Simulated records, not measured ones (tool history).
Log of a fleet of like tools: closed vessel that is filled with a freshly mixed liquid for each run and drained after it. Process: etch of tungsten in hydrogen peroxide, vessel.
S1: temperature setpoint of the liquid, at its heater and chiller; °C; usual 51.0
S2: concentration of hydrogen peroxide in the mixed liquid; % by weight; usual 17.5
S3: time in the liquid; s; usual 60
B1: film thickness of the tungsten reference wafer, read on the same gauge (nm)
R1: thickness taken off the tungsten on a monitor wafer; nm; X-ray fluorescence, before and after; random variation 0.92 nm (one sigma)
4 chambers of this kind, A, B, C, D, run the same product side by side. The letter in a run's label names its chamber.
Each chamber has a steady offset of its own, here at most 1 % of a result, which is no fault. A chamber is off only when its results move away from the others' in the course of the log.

{"run": "1A", "hour": 5.0, "S1": 51.0, "S2": 17.5, "S3": 60, "B1": 139.98, "R1": 150.17}
{"run": "2B", "hour": 9.7, "S1": 51.0, "S2": 17.5, "S3": 60, "B1": 139.97, "R1": 151.09}
{"hour": 10.2, "done": "chamber D: new drum of peroxide connected"}
{"hour": 14.6, "done": "chamber B: thermometer replaced"}
{"run": "3C", "hour": 16.3, "S1": 51.0, "S2": 17.5, "S3": 60, "B1": 140.02, "R1": 150.1}
{"run": "4D", "hour": 20.1, "S1": 51.0, "S2": 17.5, "S3": 60, "B1": 139.97, "R1": 149.21}
{"run": "5D", "hour": 23.3, "S1": 42.0, "S2": 17.5, "S3": 60, "B1": 139.99, "R1": 84.789}
{"run": "6A", "hour": 28.0, "S1": 42.0, "S2": 17.5, "S3": 60, "B1": 139.99, "R1": 86.073}
{"run": "7C", "hour": 33.4, "S1": 42.0, "S2": 17.5, "S3": 60, "B1": 139.99, "R1": 86.287}
{"run": "8B", "hour": 37.0, "S1": 42.0, "S2": 17.5, "S3": 60, "B1": 140.02, "R1": 85.348}
{"run": "9A", "hour": 40.7, "S1": 51.0, "S2": 17.5, "S3": 60, "B1": 140.0, "R1": 150.73}
{"run": "10B", "hour": 48.0, "S1": 59.0, "S2": 13.5, "S3": 60, "B1": 140.0, "R1": 216.25}
{"run": "11C", "hour": 55.0, "S1": 59.0, "S2": 13.5, "S3": 60, "B1": 140.0, "R1": 214.53}
{"run": "12D", "hour": 61.7, "S1": 59.0, "S2": 13.5, "S3": 60, "B1": 140.0, "R1": 214.92}
{"run": "13C", "hour": 67.1, "S1": 59.0, "S2": 13.5, "S3": 60, "B1": 140.0, "R1": 211.54}
{"run": "14A", "hour": 73.5, "S1": 51.0, "S2": 17.5, "S3": 60, "B1": 140.0, "R1": 148.68}
{"run": "15B", "hour": 76.9, "S1": 51.0, "S2": 17.5, "S3": 60, "B1": 140.01, "R1": 151.21}
{"run": "16D", "hour": 80.9, "S1": 51.0, "S2": 19.5, "S3": 60, "B1": 140.03, "R1": 157.99}
{"run": "17B", "hour": 85.3, "S1": 51.0, "S2": 19.5, "S3": 60, "B1": 139.98, "R1": 159.86}
{"run": "18C", "hour": 91.3, "S1": 51.0, "S2": 19.5, "S3": 60, "B1": 140.04, "R1": 158.45}
{"run": "19A", "hour": 95.7, "S1": 51.0, "S2": 19.5, "S3": 60, "B1": 139.99, "R1": 157.04}
{"run": "20D", "hour": 100.1, "S1": 51.0, "S2": 17.5, "S3": 60, "B1": 140.02, "R1": 150.38}
{"run": "21D", "hour": 106.3, "S1": 51.0, "S2": 17.5, "S3": 60, "B1": 140.01, "R1": 149.46}
{"run": "22C", "hour": 110.4, "S1": 51.0, "S2": 17.5, "S3": 60, "B1": 140.0, "R1": 150.78}
{"run": "23A", "hour": 114.9, "S1": 51.0, "S2": 17.5, "S3": 60, "B1": 139.98, "R1": 149.24}
{"run": "24B", "hour": 119.9, "S1": 51.0, "S2": 17.5, "S3": 60, "B1": 140.0, "R1": 150.24}
{"run": "25D", "hour": 124.0, "S1": 51.0, "S2": 17.5, "S3": 60, "B1": 140.0, "R1": 149.27}
{"run": "26B", "hour": 127.5, "S1": 51.0, "S2": 12.5, "S3": 40, "B1": 139.97, "R1": 84.877}
{"run": "27A", "hour": 132.9, "S1": 51.0, "S2": 12.5, "S3": 40, "B1": 140.02, "R1": 84.592}
{"run": "28C", "hour": 136.9, "S1": 51.0, "S2": 12.5, "S3": 40, "B1": 140.0, "R1": 84.383}
{"run": "29B", "hour": 143.4, "S1": 51.0, "S2": 12.5, "S3": 40, "B1": 140.02, "R1": 85.015}
{"run": "30D", "hour": 150.3, "S1": 51.0, "S2": 17.5, "S3": 60, "B1": 139.98, "R1": 148.84}
{"run": "31A", "hour": 154.1, "S1": 51.0, "S2": 17.5, "S3": 60, "B1": 140.01, "R1": 147.54}
{"run": "32C", "hour": 158.3, "S1": 51.0, "S2": 17.5, "S3": 60, "B1": 140.0, "R1": 150.91}
{"run": "33C", "hour": 164.7, "S1": 51.0, "S2": 17.5, "S3": 60, "B1": 139.99, "R1": 151.58}
{"run": "34B", "hour": 171.5, "S1": 51.0, "S2": 22.0, "S3": 60, "B1": 140.03, "R1": 168.75}
{"run": "35D", "hour": 176.2, "S1": 51.0, "S2": 22.0, "S3": 60, "B1": 140.03, "R1": 167.51}
{"run": "36A", "hour": 183.3, "S1": 51.0, "S2": 22.0, "S3": 60, "B1": 140.01, "R1": 165.54}
{"run": "37D", "hour": 186.8, "S1": 51.0, "S2": 22.0, "S3": 60, "B1": 140.01, "R1": 169.06}
{"run": "38A", "hour": 192.9, "S1": 51.0, "S2": 17.5, "S3": 60, "B1": 139.99, "R1": 151.4}
{"run": "39C", "hour": 196.5, "S1": 51.0, "S2": 17.5, "S3": 60, "B1": 140.02, "R1": 150.87}
{"run": "40B", "hour": 201.2, "S1": 51.0, "S2": 17.5, "S3": 60, "B1": 139.99, "R1": 151.64}

All 4 chambers run these settings next. Forecast each chamber's results:
{"run": "41A", "hour": 206.5, "S1": 59.5, "S2": 17.5, "S3": 60, "R1": "?"}
{"run": "41B", "hour": 206.5, "S1": 59.5, "S2": 17.5, "S3": 60, "R1": "?"}
{"run": "41C", "hour": 206.5, "S1": 59.5, "S2": 17.5, "S3": 60, "R1": "?"}
{"run": "41D", "hour": 206.5, "S1": 59.5, "S2": 17.5, "S3": 60, "R1": "?"}

run=41A R1=245.570
run=41B R1=250.160
run=41C R1=250.820
run=41D R1=252.310

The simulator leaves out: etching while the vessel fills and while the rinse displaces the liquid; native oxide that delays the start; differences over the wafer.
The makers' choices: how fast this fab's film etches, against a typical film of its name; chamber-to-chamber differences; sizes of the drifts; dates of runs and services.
